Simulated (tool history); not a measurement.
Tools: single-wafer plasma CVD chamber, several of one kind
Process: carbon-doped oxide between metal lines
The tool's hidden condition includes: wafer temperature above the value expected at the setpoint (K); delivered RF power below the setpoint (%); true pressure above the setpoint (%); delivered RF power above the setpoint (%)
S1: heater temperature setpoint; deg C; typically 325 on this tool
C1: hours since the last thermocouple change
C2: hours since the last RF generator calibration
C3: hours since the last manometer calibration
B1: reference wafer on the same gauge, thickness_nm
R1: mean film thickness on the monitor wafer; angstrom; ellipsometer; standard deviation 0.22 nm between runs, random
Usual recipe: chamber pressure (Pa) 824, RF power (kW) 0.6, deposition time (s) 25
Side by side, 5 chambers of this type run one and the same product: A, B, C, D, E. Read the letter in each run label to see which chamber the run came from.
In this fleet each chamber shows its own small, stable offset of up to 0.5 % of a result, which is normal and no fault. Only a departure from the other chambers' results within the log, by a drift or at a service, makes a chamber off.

run 1C day=0.121 | S1=325 chamber_pressure_(Pa)=824 RF_power_(kW)=0.6 deposition_time_(s)=25 | C1=369.1 C2=86.6 C3=848.8 | B1=152 | R1=1590.9
run 2B day=0.238 | S1=325 chamber_pressure_(Pa)=824 RF_power_(kW)=0.6 deposition_time_(s)=25 | C1=703 C2=616.1 C3=1203.1 | B1=151.95 | R1=1598.2
run 3D day=0.338 | S1=325 chamber_pressure_(Pa)=824 RF_power_(kW)=0.6 deposition_time_(s)=25 | C1=1793.7 C2=1874.4 C3=1499.6 | B1=151.95 | R1=1587.2
run 4A day=0.433 | S1=325 chamber_pressure_(Pa)=824 RF_power_(kW)=0.6 deposition_time_(s)=25 | C1=554.6 C2=49 C3=2012.9 | B1=151.95 | R1=1596.7
run 5E day=0.608 | S1=325 chamber_pressure_(Pa)=824 RF_power_(kW)=0.6 deposition_time_(s)=25 | C1=1196.3 C2=440.9 C3=649.1 | B1=151.98 | R1=1594.6
run 6D day=0.771 | S1=325 chamber_pressure_(Pa)=949 RF_power_(kW)=0.505 deposition_time_(s)=25 | C1=1804.1 C2=1884.8 C3=1510 | B1=151.89 | R1=1447.9
run 7C day=0.954 | S1=325 chamber_pressure_(Pa)=949 RF_power_(kW)=0.505 deposition_time_(s)=25 | C1=389.1 C2=106.6 C3=868.8 | B1=151.81 | R1=1448.1
-- day=1.112 chamber D: RF generator calibrated
run 8A day=1.121 | S1=325 chamber_pressure_(Pa)=949 RF_power_(kW)=0.505 deposition_time_(s)=25 | C1=571.1 C2=65.5 C3=2029.4 | B1=151.79 | R1=1451.6
run 9E day=1.288 | S1=325 chamber_pressure_(Pa)=949 RF_power_(kW)=0.505 deposition_time_(s)=25 | C1=1212.6 C2=457.2 C3=665.4 | B1=151.79 | R1=1449
run 10B day=1.375 | S1=325 chamber_pressure_(Pa)=949 RF_power_(kW)=0.505 deposition_time_(s)=25 | C1=730.3 C2=643.4 C3=1230.4 | B1=151.82 | R1=1453.2
-- day=1.475 chamber D: thermocouple changed; heater temperature recalibrated
run 11A day=1.488 | S1=325 chamber_pressure_(Pa)=824 RF_power_(kW)=0.6 deposition_time_(s)=25 | C1=579.9 C2=74.3 C3=2038.2 | B1=151.85 | R1=1594.8
run 12B day=1.617 | S1=325 chamber_pressure_(Pa)=824 RF_power_(kW)=0.6 deposition_time_(s)=25 | C1=736.1 C2=649.2 C3=1236.2 | B1=151.74 | R1=1595.4
-- day=1.733 chamber E: thermocouple changed; heater temperature recalibrated
run 13C day=1.754 | S1=325 chamber_pressure_(Pa)=824 RF_power_(kW)=0.6 deposition_time_(s)=25 | C1=408.3 C2=125.8 C3=888 | B1=151.75 | R1=1588.8
run 14E day=1.879 | S1=325 chamber_pressure_(Pa)=824 RF_power_(kW)=0.6 deposition_time_(s)=21 | C1=3.6 C2=471.4 C3=679.6 | B1=151.72 | R1=1339.7
run 15D day=2.004 | S1=325 chamber_pressure_(Pa)=824 RF_power_(kW)=0.6 deposition_time_(s)=21 | C1=12.8 C2=21.5 C3=1539.6 | B1=151.67 | R1=1339.9
run 16C day=2.15 | S1=325 chamber_pressure_(Pa)=824 RF_power_(kW)=0.6 deposition_time_(s)=21 | C1=417.8 C2=135.3 C3=897.5 | B1=151.58 | R1=1341.1
run 17D day=2.238 | S1=325 chamber_pressure_(Pa)=824 RF_power_(kW)=0.6 deposition_time_(s)=21 | C1=18.4 C2=27.1 C3=1545.2 | B1=151.61 | R1=1336.6
run 18A day=2.371 | S1=325 chamber_pressure_(Pa)=824 RF_power_(kW)=0.6 deposition_time_(s)=21 | C1=601.1 C2=95.5 C3=2059.4 | B1=151.54 | R1=1342.5
run 19E day=2.483 | S1=325 chamber_pressure_(Pa)=824 RF_power_(kW)=0.6 deposition_time_(s)=25 | C1=18.1 C2=485.9 C3=694.1 | B1=151.64 | R1=1591.5
run 20B day=2.662 | S1=325 chamber_pressure_(Pa)=824 RF_power_(kW)=0.6 deposition_time_(s)=25 | C1=761.2 C2=674.3 C3=1261.3 | B1=151.61 | R1=1594.7
run 21D day=2.767 | S1=325 chamber_pressure_(Pa)=824 RF_power_(kW)=0.6 deposition_time_(s)=25 | C1=31.1 C2=39.8 C3=1557.9 | B1=151.54 | R1=1590.2
run 22A day=2.933 | S1=325 chamber_pressure_(Pa)=824 RF_power_(kW)=0.6 deposition_time_(s)=25 | C1=614.6 C2=109 C3=2072.9 | B1=151.57 | R1=1590.8
run 23E day=3.067 | S1=325 chamber_pressure_(Pa)=824 RF_power_(kW)=0.6 deposition_time_(s)=25 | C1=32.1 C2=499.9 C3=708.1 | B1=151.47 | R1=1589.3
run 24B day=3.154 | S1=325 chamber_pressure_(Pa)=824 RF_power_(kW)=0.6 deposition_time_(s)=25 | C1=773 C2=686.1 C3=1273.1 | B1=151.55 | R1=1590.9
run 25C day=3.342 | S1=325 chamber_pressure_(Pa)=824 RF_power_(kW)=0.6 deposition_time_(s)=26.8 | C1=446.4 C2=163.9 C3=926.1 | B1=151.5 | R1=1705.6
run 26E day=3.467 | S1=325 chamber_pressure_(Pa)=824 RF_power_(kW)=0.6 deposition_time_(s)=26.8 | C1=41.7 C2=509.5 C3=717.7 | B1=151.48 | R1=1701.9
run 27D day=3.571 | S1=325 chamber_pressure_(Pa)=824 RF_power_(kW)=0.6 deposition_time_(s)=26.8 | C1=50.4 C2=59.1 C3=1577.2 | B1=151.46 | R1=1700.8
run 28C day=3.721 | S1=325 chamber_pressure_(Pa)=824 RF_power_(kW)=0.6 deposition_time_(s)=26.8 | C1=455.5 C2=173 C3=935.2 | B1=151.44 | R1=1701.1
run 29A day=3.888 | S1=325 chamber_pressure_(Pa)=824 RF_power_(kW)=0.6 deposition_time_(s)=26.8 | C1=637.5 C2=131.9 C3=2095.8 | B1=151.37 | R1=1704.1
run 30B day=4.017 | S1=325 chamber_pressure_(Pa)=639 RF_power_(kW)=0.6 deposition_time_(s)=25 | C1=793.7 C2=706.8 C3=1293.8 | B1=151.36 | R1=1542.9
run 31D day=4.121 | S1=325 chamber_pressure_(Pa)=639 RF_power_(kW)=0.6 deposition_time_(s)=25 | C1=63.6 C2=72.3 C3=1590.4 | B1=151.34 | R1=1535.8
run 32E day=4.304 | S1=325 chamber_pressure_(Pa)=639 RF_power_(kW)=0.6 deposition_time_(s)=25 | C1=61.8 C2=529.6 C3=737.8 | B1=151.36 | R1=1537
run 33A day=4.45 | S1=325 chamber_pressure_(Pa)=639 RF_power_(kW)=0.6 deposition_time_(s)=25 | C1=651 C2=145.4 C3=2109.3 | B1=151.33 | R1=1541.3
run 34B day=4.625 | S1=325 chamber_pressure_(Pa)=639 RF_power_(kW)=0.6 deposition_time_(s)=25 | C1=808.3 C2=721.4 C3=1308.4 | B1=151.29 | R1=1542.5
run 35C day=4.746 | S1=338 chamber_pressure_(Pa)=824 RF_power_(kW)=0.6 deposition_time_(s)=27.6 | C1=480.1 C2=197.6 C3=959.8 | B1=151.28 | R1=1675.1
run 36B day=4.883 | S1=338 chamber_pressure_(Pa)=824 RF_power_(kW)=0.6 deposition_time_(s)=27.6 | C1=814.5 C2=727.6 C3=1314.6 | B1=151.25 | R1=1679.4
run 37D day=5.067 | S1=338 chamber_pressure_(Pa)=824 RF_power_(kW)=0.6 deposition_time_(s)=27.6 | C1=86.3 C2=95 C3=1613.1 | B1=151.21 | R1=1668.5
run 38A day=5.212 | S1=338 chamber_pressure_(Pa)=824 RF_power_(kW)=0.6 deposition_time_(s)=27.6 | C1=669.3 C2=163.7 C3=2127.6 | B1=151.22 | R1=1671.6
run 39E day=5.4 | S1=338 chamber_pressure_(Pa)=824 RF_power_(kW)=0.6 deposition_time_(s)=27.6 | C1=88.1 C2=555.9 C3=764.1 | B1=151.15 | R1=1673.7

Decide between three cases: one chamber stands off from its peers, the gauge reading all wafers drifts, or nothing is wrong past each chamber's small offset. Where a chamber is off, say which and what most likely put it there.

The gauge drifts, so all chambers seem to drift together. No chamber is off.
Cause: gauge reads low (%) = 0.562.
